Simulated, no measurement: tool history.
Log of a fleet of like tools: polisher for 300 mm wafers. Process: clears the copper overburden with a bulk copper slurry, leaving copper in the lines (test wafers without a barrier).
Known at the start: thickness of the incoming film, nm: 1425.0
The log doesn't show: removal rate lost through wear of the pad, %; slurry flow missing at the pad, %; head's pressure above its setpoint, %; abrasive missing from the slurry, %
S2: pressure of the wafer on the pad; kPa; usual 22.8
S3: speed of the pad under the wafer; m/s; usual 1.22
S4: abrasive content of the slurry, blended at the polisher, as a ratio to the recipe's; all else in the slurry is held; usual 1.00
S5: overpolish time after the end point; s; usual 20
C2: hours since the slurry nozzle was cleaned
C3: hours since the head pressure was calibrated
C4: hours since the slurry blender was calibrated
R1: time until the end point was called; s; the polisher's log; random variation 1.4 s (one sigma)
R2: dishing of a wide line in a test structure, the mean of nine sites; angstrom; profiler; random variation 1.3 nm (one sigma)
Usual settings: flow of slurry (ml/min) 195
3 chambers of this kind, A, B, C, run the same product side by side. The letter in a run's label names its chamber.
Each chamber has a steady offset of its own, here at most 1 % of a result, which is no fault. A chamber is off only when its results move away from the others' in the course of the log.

run 1C hour=11.0 | flow_of_slurry_(ml/min)=195 S2=22.8 S3=1.22 S4=1.00 S5=20 | wafers_polished_on_this_pad=651 C2=118.1 C3=973.8 C4=47.7 | R1=111.270 R2=928.40
-- hour=12.1 chamber B: worn pad replaced by a new one
run 2B hour=19.2 | flow_of_slurry_(ml/min)=195 S2=22.8 S3=1.22 S4=1.00 S5=20 | wafers_polished_on_this_pad=67 C2=699.7 C3=366.3 C4=230.8 | R1=112.530 R2=949.91
run 3A hour=25.6 | flow_of_slurry_(ml/min)=195 S2=22.8 S3=1.22 S4=1.00 S5=20 | wafers_polished_on_this_pad=1217 C2=279.3 C3=810.1 C4=127.6 | R1=110.680 R2=924.92
run 4C hour=32.2 | flow_of_slurry_(ml/min)=195 S2=22.8 S3=1.22 S4=1.00 S5=20 | wafers_polished_on_this_pad=854 C2=139.3 C3=995.0 C4=68.9 | R1=112.750 R2=933.60
-- hour=36.8 chamber B: slurry blender recalibrated
run 5B hour=38.2 | flow_of_slurry_(ml/min)=195 S2=22.8 S3=1.22 S4=1.00 S5=20 | wafers_polished_on_this_pad=249 C2=718.7 C3=385.3 C4=1.4 | R1=109.540 R2=941.70
-- hour=43.8 chamber A: worn pad replaced by a new one
run 6A hour=46.0 | flow_of_slurry_(ml/min)=195 S2=22.8 S3=1.22 S4=1.00 S5=20 | wafers_polished_on_this_pad=21 C2=299.7 C3=830.5 C4=148.0 | R1=109.130 R2=929.11
run 7A hour=54.0 | flow_of_slurry_(ml/min)=195 S2=22.8 S3=1.22 S4=1.00 S5=20 | wafers_polished_on_this_pad=98 C2=307.7 C3=838.5 C4=156.0 | R1=111.600 R2=955.56
-- hour=61.0 chamber C: worn pad replaced by a new one
run 8B hour=65.3 | flow_of_slurry_(ml/min)=195 S2=22.8 S3=1.22 S4=1.00 S5=20 | wafers_polished_on_this_pad=508 C2=745.8 C3=412.4 C4=28.5 | R1=112.140 R2=957.94
run 9C hour=71.6 | flow_of_slurry_(ml/min)=195 S2=22.8 S3=1.22 S4=1.00 S5=20 | wafers_polished_on_this_pad=102 C2=178.7 C3=1034.4 C4=108.3 | R1=109.960 R2=934.90
run 10C hour=77.6 | flow_of_slurry_(ml/min)=195 S2=22.8 S3=1.22 S4=1.00 S5=20 | wafers_polished_on_this_pad=159 C2=184.7 C3=1040.4 C4=114.3 | R1=113.600 R2=939.30
run 11A hour=88.7 | flow_of_slurry_(ml/min)=195 S2=22.8 S3=1.22 S4=1.00 S5=20 | wafers_polished_on_this_pad=430 C2=342.4 C3=873.2 C4=190.7 | R1=112.950 R2=937.12
run 12B hour=94.6 | flow_of_slurry_(ml/min)=195 S2=22.8 S3=1.22 S4=0.75 S5=20 | wafers_polished_on_this_pad=788 C2=775.1 C3=441.7 C4=57.8 | R1=118.620 R2=898.95
-- hour=101.5 chamber C: head pressure recalibrated
-- hour=104.0 chamber C: slurry nozzle cleaned
run 13C hour=105.4 | flow_of_slurry_(ml/min)=195 S2=22.8 S3=1.22 S4=0.75 S5=20 | wafers_polished_on_this_pad=425 C2=1.5 C3=4.0 C4=142.1 | R1=107.340 R2=964.58
run 14B hour=115.4 | flow_of_slurry_(ml/min)=195 S2=22.8 S3=1.22 S4=0.75 S5=20 | wafers_polished_on_this_pad=987 C2=795.9 C3=462.5 C4=78.6 | R1=118.060 R2=915.95
run 15A hour=124.9 | flow_of_slurry_(ml/min)=195 S2=22.8 S3=1.22 S4=1.00 S5=20 | wafers_polished_on_this_pad=776 C2=378.6 C3=909.4 C4=226.9 | R1=113.750 R2=952.18
run 16C hour=130.9 | flow_of_slurry_(ml/min)=195 S2=22.8 S3=1.22 S4=1.00 S5=20 | wafers_polished_on_this_pad=669 C2=27.0 C3=29.5 C4=167.6 | R1=102.380 R2=987.94
-- hour=138.7 chamber A: slurry blender recalibrated
-- hour=140.5 chamber B: slurry nozzle cleaned
run 17B hour=143.2 | flow_of_slurry_(ml/min)=195 S2=22.8 S3=1.22 S4=1.00 S5=20 | wafers_polished_on_this_pad=1253 C2=2.8 C3=490.3 C4=106.4 | R1=109.740 R2=949.05
-- hour=147.3 chamber B: worn pad replaced by a new one
run 18A hour=148.7 | flow_of_slurry_(ml/min)=195 S2=22.8 S3=1.22 S4=1.00 S5=20 | wafers_polished_on_this_pad=1003 C2=402.4 C3=933.2 C4=10.1 | R1=110.980 R2=940.03
run 19C hour=159.4 | flow_of_slurry_(ml/min)=195 S2=22.8 S3=0.88 S4=1.00 S5=20 | wafers_polished_on_this_pad=941 C2=55.5 C3=58.0 C4=196.1 | R1=140.830 R2=891.20
run 20A hour=170.2 | flow_of_slurry_(ml/min)=195 S2=22.8 S3=0.88 S4=1.00 S5=20 | wafers_polished_on_this_pad=1209 C2=423.9 C3=954.7 C4=31.6 | R1=154.060 R2=828.73
run 21B hour=176.7 | flow_of_slurry_(ml/min)=195 S2=22.8 S3=0.88 S4=1.00 S5=20 | wafers_polished_on_this_pad=281 C2=36.3 C3=523.8 C4=139.9 | R1=154.740 R2=844.48
-- hour=178.4 chamber A: worn pad replaced by a new one
-- hour=185.0 chamber C: worn pad replaced by a new one
run 22C hour=187.4 | flow_of_slurry_(ml/min)=195 S2=22.8 S3=1.22 S4=1.00 S5=20 | wafers_polished_on_this_pad=23 C2=83.5 C3=86.0 C4=224.1 | R1=101.000 R2=995.50
run 23A hour=195.4 | flow_of_slurry_(ml/min)=195 S2=22.8 S3=1.22 S4=1.00 S5=20 | wafers_polished_on_this_pad=163 C2=449.1 C3=979.9 C4=56.8 | R1=109.830 R2=932.61
run 24B hour=207.8 | flow_of_slurry_(ml/min)=195 S2=22.8 S3=1.22 S4=1.00 S5=20 | wafers_polished_on_this_pad=578 C2=67.4 C3=554.9 C4=171.0 | R1=111.710 R2=960.09
run 25C hour=219.2 | flow_of_slurry_(ml/min)=195 S2=22.8 S3=1.22 S4=1.00 S5=20 | wafers_polished_on_this_pad=327 C2=115.3 C3=117.8 C4=255.9 | R1=103.930 R2=973.57
run 26A hour=226.9 | flow_of_slurry_(ml/min)=195 S2=22.8 S3=1.22 S4=1.00 S5=20 | wafers_polished_on_this_pad=464 C2=480.6 C3=1011.4 C4=88.3 | R1=113.490 R2=926.80
run 27B hour=232.9 | flow_of_slurry_(ml/min)=135 S2=19.3 S3=1.22 S4=1.00 S5=20 | wafers_polished_on_this_pad=818 C2=92.5 C3=580.0 C4=196.1 | R1=137.630 R2=834.98
run 28A hour=240.4 | flow_of_slurry_(ml/min)=135 S2=19.3 S3=1.22 S4=1.00 S5=20 | wafers_polished_on_this_pad=593 C2=494.1 C3=1024.9 C4=101.8 | R1=138.700 R2=807.40
run 29B hour=252.4 | flow_of_slurry_(ml/min)=135 S2=19.3 S3=1.22 S4=1.00 S5=20 | wafers_polished_on_this_pad=1005 C2=112.0 C3=599.5 C4=215.6 | R1=137.830 R2=834.31
-- hour=253.4 chamber B: slurry blender recalibrated
run 30C hour=262.7 | flow_of_slurry_(ml/min)=195 S2=16.5 S3=1.22 S4=1.00 S5=20 | wafers_polished_on_this_pad=743 C2=158.8 C3=161.3 C4=299.4 | R1=144.300 R2=819.06
run 31A hour=269.7 | flow_of_slurry_(ml/min)=195 S2=16.5 S3=1.22 S4=1.00 S5=20 | wafers_polished_on_this_pad=873 C2=523.4 C3=1054.2 C4=131.1 | R1=149.100 R2=770.62
-- hour=275.3 chamber B: worn pad replaced by a new one
run 32B hour=275.3 | flow_of_slurry_(ml/min)=195 S2=16.5 S3=1.22 S4=1.00 S5=20 | wafers_polished_on_this_pad=0 C2=134.9 C3=622.4 C4=21.9 | R1=153.810 R2=787.65
run 33C hour=284.7 | flow_of_slurry_(ml/min)=195 S2=22.8 S3=1.22 S4=1.00 S5=20 | wafers_polished_on_this_pad=953 C2=180.8 C3=183.3 C4=321.4 | R1=102.840 R2=968.51
-- hour=288.6 chamber C: slurry blender recalibrated
run 34C hour=290.4 | flow_of_slurry_(ml/min)=195 S2=22.8 S3=1.22 S4=1.00 S5=20 | wafers_polished_on_this_pad=1008 C2=186.5 C3=189.0 C4=1.8 | R1=98.665 R2=990.92
-- hour=300.6 chamber A: worn pad replaced by a new one
run 35A hour=302.5 | flow_of_slurry_(ml/min)=195 S2=22.8 S3=1.22 S4=1.00 S5=20 | wafers_polished_on_this_pad=18 C2=556.2 C3=1087.0 C4=163.9 | R1=109.600 R2=908.17
run 36B hour=309.5 | flow_of_slurry_(ml/min)=195 S2=22.8 S3=1.22 S4=1.00 S5=20 | wafers_polished_on_this_pad=327 C2=169.1 C3=656.6 C4=56.1 | R1=111.020 R2=952.00

Next, every chamber runs the same settings. What will each give?
run 37A hour=318.4 | flow_of_slurry_(ml/min)=195 S2=22.8 S3=1.22 S4=1.00 S5=20 | R1=? R2=?
run 37B hour=318.4 | flow_of_slurry_(ml/min)=195 S2=22.8 S3=1.22 S4=1.00 S5=20 | R1=? R2=?
run 37C hour=318.4 | flow_of_slurry_(ml/min)=195 S2=22.8 S3=1.22 S4=1.00 S5=20 | R1=? R2=?

run=37A R1=112.650 R2=938.08
run=37B R1=113.740 R2=936.60
run=37C R1=99.590 R2=968.93
